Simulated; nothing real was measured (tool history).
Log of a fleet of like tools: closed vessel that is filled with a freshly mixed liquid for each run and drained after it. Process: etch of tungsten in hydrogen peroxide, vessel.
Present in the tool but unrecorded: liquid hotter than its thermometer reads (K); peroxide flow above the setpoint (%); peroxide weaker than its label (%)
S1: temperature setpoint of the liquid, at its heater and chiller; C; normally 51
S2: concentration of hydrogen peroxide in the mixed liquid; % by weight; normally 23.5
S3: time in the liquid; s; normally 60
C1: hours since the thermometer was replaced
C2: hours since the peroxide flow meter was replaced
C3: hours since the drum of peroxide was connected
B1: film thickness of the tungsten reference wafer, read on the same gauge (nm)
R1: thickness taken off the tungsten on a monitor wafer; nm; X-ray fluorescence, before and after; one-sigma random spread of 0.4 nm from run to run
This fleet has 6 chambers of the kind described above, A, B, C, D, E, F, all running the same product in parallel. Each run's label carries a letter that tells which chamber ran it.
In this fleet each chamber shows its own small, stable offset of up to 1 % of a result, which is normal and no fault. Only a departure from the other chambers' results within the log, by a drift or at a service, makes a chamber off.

run    day  S1    S2  S3      C1      C2     C3      B1      R1
 1A  0.250  51  23.5  60  1385.8   331.1  581.3  89.974  68.077
     0.271  -- chamber B: peroxide flow meter replaced
 2B  0.429  51  23.5  60   127.2     3.9  340.4  89.974  68.658
     0.488  -- chamber C: peroxide flow meter replaced
 3C  0.692  51  23.5  60   566.0     4.9  109.2  89.994  68.586
 4E  0.858  51  23.5  60  1757.5   962.8  253.9  90.005  68.916
 5D  1.104  51  23.5  60  1142.8   758.6  111.9  89.995  68.634
 6F  1.292  51  23.5  60   816.7   876.1  641.5  90.004  68.533
 7F  1.483  51  23.5  60   821.3   880.7  646.1  89.994  68.244
 8D  1.683  51  23.5  60  1156.7   772.5  125.8  89.981  68.754
 9B  1.833  51  23.5  60   160.9    37.6  374.1  90.021  68.685
10E  2.046  51  23.5  60  1786.0   991.3  282.4  90.036  69.401
11C  2.200  51  23.5  60   602.2    41.1  145.4  89.990  69.057
12A  2.471  51  27.5  45  1439.1   384.4  634.6  89.976  54.288
13F  2.683  51  27.5  45   850.1   909.5  674.9  90.023  55.906
14E  2.904  51  27.5  45  1806.6  1011.9  303.0  89.991  56.083
15C  3.100  51  27.5  45   623.8    62.7  167.0  89.965  55.812
16D  3.271  51  27.5  45  1194.8   810.6  163.9  90.031  56.436
17B  3.458  51  27.5  45   199.9    76.6  413.1  89.977  55.511
18A  3.708  51  23.5  60  1468.8   414.1  664.3  90.013  66.825
19C  3.858  51  23.5  60   642.0    80.9  185.2  89.979  68.627
20A  4.050  51  23.5  50  1477.0   422.3  672.5  89.976  56.540
21E  4.188  51  23.5  50  1837.4  1042.7  333.8  89.990  57.784
     4.271  -- chamber D: peroxide flow meter replaced
22B  4.346  51  23.5  50   221.2    97.9  434.4  89.966  56.970
23D  4.521  51  23.5  50  1224.8     6.1  193.9  90.032  58.588
24F  4.704  51  23.5  50   898.6   958.0  723.4  90.035  57.019
25D  4.912  51  23.5  50  1234.2    15.5  203.3  90.049  58.071
26A  5.092  51  23.5  60  1502.0   447.3  697.5  90.008  67.189
27B  5.329  51  23.5  60   244.8   121.5  458.0  90.001  68.759
28F  5.496  45  23.5  60   917.6   977.0  742.4  90.021  47.306
29C  5.688  45  23.5  60   685.9   124.8  229.1  89.979  47.025
30E  5.896  45  23.5  60  1878.4  1083.7  374.8  89.944  48.090
31A  6.129  45  23.5  60  1526.9   472.2  722.4  89.957  46.317
     6.271  -- chamber E: thermometer replaced
32C  6.283  45  23.5  60   700.2   139.1  243.4  90.035  47.577
33F  6.504  45  23.5  60   941.8  1001.2  766.6  90.002  47.832
     6.533  -- chamber F: new drum of peroxide connected
34B  6.671  51  23.5  60   277.0   153.7  490.2  89.948  68.349
35D  6.900  51  23.5  60  1281.9    63.2  251.0  90.019  71.667
36E  7.125  51  23.5  60    20.5  1113.2  404.3  89.968  68.644
     7.138  -- chamber E: peroxide flow meter replaced
37C  7.271  51  23.5  60   723.9   162.8  267.1  89.994  69.075
38A  7.417  51  23.5  60  1557.8   503.1  753.3  89.997  67.451
39D  7.562  51  23.5  60  1297.8    79.1  266.9  90.020  72.009
40E  7.762  51  23.5  60    35.8    15.1  419.6  90.028  68.196
41F  7.946  51  23.5  60   976.4  1035.8   33.9  90.026  68.938
42B  8.158  51  23.5  60   312.7   189.4  525.9  90.029  68.697
43E  8.296  51  23.5  60    48.6    27.9  432.4  89.981  68.889
44D  8.492  51  23.5  60  1320.1   101.4  289.2  90.014  73.339

Read the log: is a single chamber off, either drifting away or since a service, is the gauge that measures every chamber drifting, or is nothing wrong beyond small per-chamber offsets? Name any odd chamber and what most likely caused it.

Chamber D drifts away from the others.
Likeliest cause: liquid hotter than its thermometer reads (K) = 1.2.

Chamber D could run next with any of the 4 candidate recipes listed below; each alters the usual settings, and their results appear as question marks. Which one brings its results back in line with what the other chambers deliver on the usual settings?
To be in line, a result may differ from the other chambers' mean on the usual settings by at most: R1 1.400 nm
45D-1  8.692  50.5  23.5  55                   ?
45D-2  8.692  52.0  23.5  60                   ?
45D-3  8.692  50.0  23.5  60                   ?
45D-4  8.692  53.0  23.5  60                   ?

Mean of the other chambers on the usual settings: R1 68.461 nm
  run      R1
45D-1  65.357
45D-2  77.943
45D-3  69.172
45D-4  82.693
Change 45D-3 lands the chamber within the allowed miss of the other chambers.

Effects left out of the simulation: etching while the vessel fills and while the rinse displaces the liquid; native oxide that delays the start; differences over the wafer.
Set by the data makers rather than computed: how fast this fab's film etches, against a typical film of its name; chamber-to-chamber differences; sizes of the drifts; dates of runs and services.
